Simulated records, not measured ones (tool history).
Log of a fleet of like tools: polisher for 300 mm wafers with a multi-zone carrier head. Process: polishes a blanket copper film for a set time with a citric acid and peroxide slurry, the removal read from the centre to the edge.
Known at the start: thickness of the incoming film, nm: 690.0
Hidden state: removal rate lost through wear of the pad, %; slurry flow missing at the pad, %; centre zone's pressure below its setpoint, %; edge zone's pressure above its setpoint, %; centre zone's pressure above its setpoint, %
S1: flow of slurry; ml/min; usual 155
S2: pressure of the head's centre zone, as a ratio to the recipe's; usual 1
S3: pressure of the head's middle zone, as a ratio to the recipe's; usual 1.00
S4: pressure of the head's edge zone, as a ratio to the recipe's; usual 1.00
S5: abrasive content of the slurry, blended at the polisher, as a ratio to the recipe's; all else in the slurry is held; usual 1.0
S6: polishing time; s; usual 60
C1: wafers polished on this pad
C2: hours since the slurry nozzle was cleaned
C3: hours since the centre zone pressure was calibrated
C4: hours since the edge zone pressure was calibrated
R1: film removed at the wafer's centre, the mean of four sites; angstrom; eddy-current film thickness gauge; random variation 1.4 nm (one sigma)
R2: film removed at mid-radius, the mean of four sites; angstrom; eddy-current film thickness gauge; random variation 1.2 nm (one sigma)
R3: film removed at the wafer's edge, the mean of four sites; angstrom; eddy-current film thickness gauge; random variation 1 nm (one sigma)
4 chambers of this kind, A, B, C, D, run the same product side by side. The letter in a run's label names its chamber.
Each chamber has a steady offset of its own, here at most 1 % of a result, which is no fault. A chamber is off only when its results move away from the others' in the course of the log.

run,hour,S1,S2,S3,S4,S5,S6,C1,C2,C3,C4,R1,R2,R3
# hour 5.5: chamber B: worn pad replaced by a new one
1C,8.1,155,1,1.00,1.00,1.0,60,545,85.3,718.8,398.1,1188.70,1197.90,1201.20
2D,17.1,155,1,1.00,1.00,1.0,60,698,301.1,331.9,124.5,1214.70,1190.20,1185.90
# hour 22.9: chamber A: edge zone pressure recalibrated
3B,26.9,155,1,1.00,1.00,1.0,60,264,676.5,403.4,457.4,1175.70,1189.20,1196.70
# hour 27.8: chamber A: worn pad replaced by a new one
4A,36.4,155,1,1.00,1.00,1.0,60,107,320.3,1016.8,13.6,1182.10,1195.50,1178.10
# hour 43.2: chamber C: worn pad replaced by a new one
# hour 47.2: chamber A: centre zone pressure recalibrated
5B,48.9,155,1,1.00,1.00,1.0,60,536,698.5,425.4,479.4,1167.60,1194.40,1194.90
# hour 54.6: chamber B: slurry nozzle cleaned
6A,58.2,155,1,1.00,1.00,1.0,60,377,342.1,11.1,35.4,1176.00,1180.80,1203.40
7C,67.9,155,1,1.00,1.00,1.0,60,306,145.1,778.6,457.9,1179.40,1198.90,1202.50
# hour 74.7: chamber D: worn pad replaced by a new one
8D,78.8,115,1,1.00,1.00,1.0,60,50,362.8,393.6,186.2,1124.90,1114.30,1136.30
# hour 81.3: chamber B: worn pad replaced by a new one
# hour 82.7: chamber B: edge zone pressure recalibrated
9B,85.8,115,1,1.00,1.00,1.0,60,56,31.3,462.3,3.2,1082.70,1124.50,1128.80
10C,95.4,115,1,1.00,1.00,1.0,60,646,172.6,806.1,485.4,1104.70,1119.00,1159.90
11D,102.6,115,1,1.00,1.00,1.0,60,345,386.6,417.4,210.0,1113.10,1118.10,1147.10
12A,111.7,155,1,1.00,1.06,1.0,60,1039,395.6,64.6,88.9,1191.90,1171.30,1240.80
13C,121.3,155,1,1.00,1.06,1.0,60,967,198.5,832.0,511.3,1193.70,1191.90,1228.60
# hour 122.8: chamber A: worn pad replaced by a new one
14D,129.5,155,1,1.00,1.06,1.0,60,678,413.5,444.3,236.9,1184.70,1187.70,1239.90
# hour 132.3: chamber C: worn pad replaced by a new one
15A,142.3,155,1,1.00,1.06,1.0,60,241,426.2,95.2,119.5,1182.10,1168.30,1230.70
# hour 145.7: chamber D: slurry nozzle cleaned
16B,157.2,155,1,1.00,1.00,1.0,60,939,102.7,533.7,74.6,1160.60,1202.10,1195.70
17C,167.3,155,1,1.00,1.00,1.0,60,434,244.5,878.0,557.3,1171.90,1185.40,1175.70
# hour 173.9: chamber B: worn pad replaced by a new one
18A,180.2,155,1,1.00,1.00,1.0,60,710,464.1,133.1,157.4,1211.00,1172.60,1195.40
19B,190.3,155,1,1.00,1.00,1.1,49,204,135.8,566.8,107.7,959.63,1013.80,994.49
20D,202.9,155,1,1.00,1.00,1.1,49,1585,57.2,517.7,310.3,981.91,999.74,1004.30
# hour 205.2: chamber A: worn pad replaced by a new one
# hour 205.6: chamber D: worn pad replaced by a new one
21B,210.0,155,1,1.00,1.00,1.1,49,447,155.5,586.5,127.4,912.00,1001.30,995.36
# hour 217.7: chamber C: worn pad replaced by a new one
22C,219.6,155,1,1.00,1.00,1.1,49,24,296.8,930.3,609.6,1000.20,990.98,991.46
23D,233.2,155,1,1.10,1.00,1.0,50,342,87.5,548.0,340.6,997.97,1094.90,988.98
24A,243.4,155,1,1.10,1.00,1.0,50,473,527.3,196.3,220.6,983.28,1100.80,994.08
# hour 252.6: chamber B: worn pad replaced by a new one
25A,253.1,155,1,1.10,1.00,1.0,50,593,537.0,206.0,230.3,987.35,1073.50,1005.70
26D,261.9,155,1,1.10,1.00,1.0,50,697,116.2,576.7,369.3,997.70,1078.10,1007.00
# hour 266.6: chamber A: slurry nozzle cleaned
27B,270.2,155,1,1.00,1.00,1.0,60,218,215.7,646.7,187.6,1114.70,1180.30,1186.80
28C,282.8,155,1,1.00,1.00,1.0,60,806,360.0,993.5,672.8,1201.90,1209.40,1188.20
29A,292.3,155,1,1.00,1.00,1.0,60,1078,25.8,245.2,269.5,1196.00,1212.80,1204.50
# hour 295.6: chamber A: worn pad replaced by a new one
30D,300.7,155,1,1.00,1.00,1.0,60,1177,155.0,615.5,408.1,1183.00,1198.90,1190.30
# hour 308.6: chamber C: worn pad replaced by a new one
# hour 308.7: chamber D: worn pad replaced by a new one
31B,310.1,155,1,1.00,1.00,1.0,60,711,255.6,686.6,227.5,1108.60,1195.30,1209.60
32C,317.3,155,1,0.92,1.00,1.0,43,108,394.5,1028.0,707.3,844.43,793.54,852.95
# hour 329.6: chamber B: worn pad replaced by a new one
33C,330.4,155,1,0.92,1.00,1.0,43,270,407.6,1041.1,720.4,846.14,781.33,850.52
34B,345.0,155,1,0.92,1.00,1.0,43,191,290.5,721.5,262.4,781.93,796.41,858.46
35D,356.4,155,1,0.92,1.00,1.0,43,590,210.7,671.2,463.8,854.92,795.34,866.59
36A,364.9,155,1,1.00,1.00,0.8,60,857,98.4,317.8,342.1,1126.50,1120.10,1113.90
37C,374.5,155,1,1.00,1.00,0.8,60,815,451.7,1085.2,764.5,1135.90,1126.30,1132.30
38A,384.4,155,1,1.00,1.00,0.8,60,1098,117.9,337.3,361.6,1118.80,1125.10,1142.90
39D,393.1,155,1,1.00,1.00,0.8,60,1044,247.4,707.9,500.5,1149.50,1120.60,1137.50
40B,405.5,155,1,1.00,1.00,1.0,60,939,351.0,782.0,322.9,1059.70,1206.10,1184.50

Next, every chamber runs the same settings. What will each give?
41A,416.6,155,1,1.06,1.00,1.0,60,,,,,?,?,?
41B,416.6,155,1,1.06,1.00,1.0,60,,,,,?,?,?
41C,416.6,155,1,1.06,1.00,1.0,60,,,,,?,?,?
41D,416.6,155,1,1.06,1.00,1.0,60,,,,,?,?,?

run,R1,R2,R3
41A,1180.80,1248.40,1170.90
41B,1067.50,1244.50,1205.30
41C,1192.20,1251.70,1208.50
41D,1208.40,1237.20,1210.90
